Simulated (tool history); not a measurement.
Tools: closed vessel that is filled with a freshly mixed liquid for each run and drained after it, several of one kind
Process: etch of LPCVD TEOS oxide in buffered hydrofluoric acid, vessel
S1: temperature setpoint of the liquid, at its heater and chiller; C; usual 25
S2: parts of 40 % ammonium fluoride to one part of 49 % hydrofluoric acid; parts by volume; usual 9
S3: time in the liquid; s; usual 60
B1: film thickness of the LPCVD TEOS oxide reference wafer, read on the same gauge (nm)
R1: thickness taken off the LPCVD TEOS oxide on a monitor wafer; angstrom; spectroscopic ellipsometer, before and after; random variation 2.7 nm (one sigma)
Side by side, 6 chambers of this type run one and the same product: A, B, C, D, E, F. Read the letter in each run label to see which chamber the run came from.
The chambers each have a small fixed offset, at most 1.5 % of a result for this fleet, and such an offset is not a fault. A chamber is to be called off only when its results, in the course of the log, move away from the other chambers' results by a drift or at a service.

run   hour  S1  S2  S3      B1      R1
 1F    5.8  25   9  60  29.945  2972.8
 2D   10.6  25   9  60  30.001  2990.6
 3A   18.4  25   9  60  29.983  2950.5
 4B   23.5  25   9  60  29.955  2946.8
 5E   30.1  25   9  60  30.034  3008.1
 6C   37.5  25   6  40  30.013  3030.4
 7D   43.3  25   6  40  29.955  2957.5
 8B   51.3  25   6  40  30.004  3030.1
 9C   58.6  25   6  40  30.035  2998.7
10A   63.7  25   6  40  30.044    2943
11F   68.1  25   6  40  30.006  2885.2
12E   73.1  25   9  60  30.025  3009.5
13E   78.4  25   9  60  29.991  3004.9
14D   83.9  25   9  60  30.017  2974.1
15F   89.4  25   9  60   30.01  2846.7
16C   94.4  25   9  60  30.002  3049.5
17A   99.4  25   9  60  30.001  2964.1
18B  105.3  25   9  60  29.994  3047.7
19A    110  25   9  60  30.011    3007
20F  114.6  25   9  60  29.955  2813.9
21B  120.5  25   9  60  30.016  3015.3
22C  125.8  25   9  80  29.998  4020.7
23E  132.5  25   9  80  30.016  3963.1
24D  136.8  25   9  80  30.012  3963.9
25E  144.2  25   9  80  30.025  4032.2
     147.9  -- chamber B: hydrofluoric acid flow meter replaced
26B  149.2  25   9  80  30.038  4022.1
27C  155.1  25   9  80  30.015  3982.5
     160.1  -- chamber E: hydrofluoric acid flow meter replaced
28F  160.2  25   9  60  30.014  2698.4
29A  166.2  25   9  60  29.956    2981
30D  172.3  25   9  60  29.991    2951
31C  177.4  25   9  60  29.993    2965
       179  -- chamber A: hydrofluoric acid flow meter replaced
32A  181.2  25   9  60  30.003  3011.5
33B  187.6  25   9  60   30.03  3021.3
34F  192.9  25   9  60  29.982  2702.5
35D  198.7  25   9  60  30.017  2975.1
36E  202.2  25   9  60  29.968  3067.6
37D  207.9  25   9  60  30.042  2968.9
38A    215  29   9  60  29.944  3708.9
39E  222.9  29   9  60  30.065    3741

Decide between three cases: one chamber stands off from its peers, the gauge reading all wafers drifts, or nothing is wrong past each chamber's small offset. Where a chamber is off, say which and what most likely put it there.

One chamber, F, drifts off from the rest bit by bit.
Cause: liquid colder than its thermometer reads (K) = 2.05.

Below are 4 candidate recipes for chamber F's next run, each the usual settings with a change, their results shown as question marks. Which of them brings F's results back in line with what the other chambers give on the usual settings?
In-line tolerance around the mean of the other chambers on the usual settings: R1 93 angstrom
40F-1  228.6  26   8.5  60       ?
40F-2  228.6  23  10.5  60       ?
40F-3  228.6  25   9.5  55       ?
40F-4  228.6  25     9  75       ?

Usual-settings mean across the other chambers: R1 2995.6 angstrom
  run      R1
40F-1  2967.6
40F-2  2106.1
40F-3    2344
40F-4  3306.8
40F-1 puts the chamber back in line with the other chambers.

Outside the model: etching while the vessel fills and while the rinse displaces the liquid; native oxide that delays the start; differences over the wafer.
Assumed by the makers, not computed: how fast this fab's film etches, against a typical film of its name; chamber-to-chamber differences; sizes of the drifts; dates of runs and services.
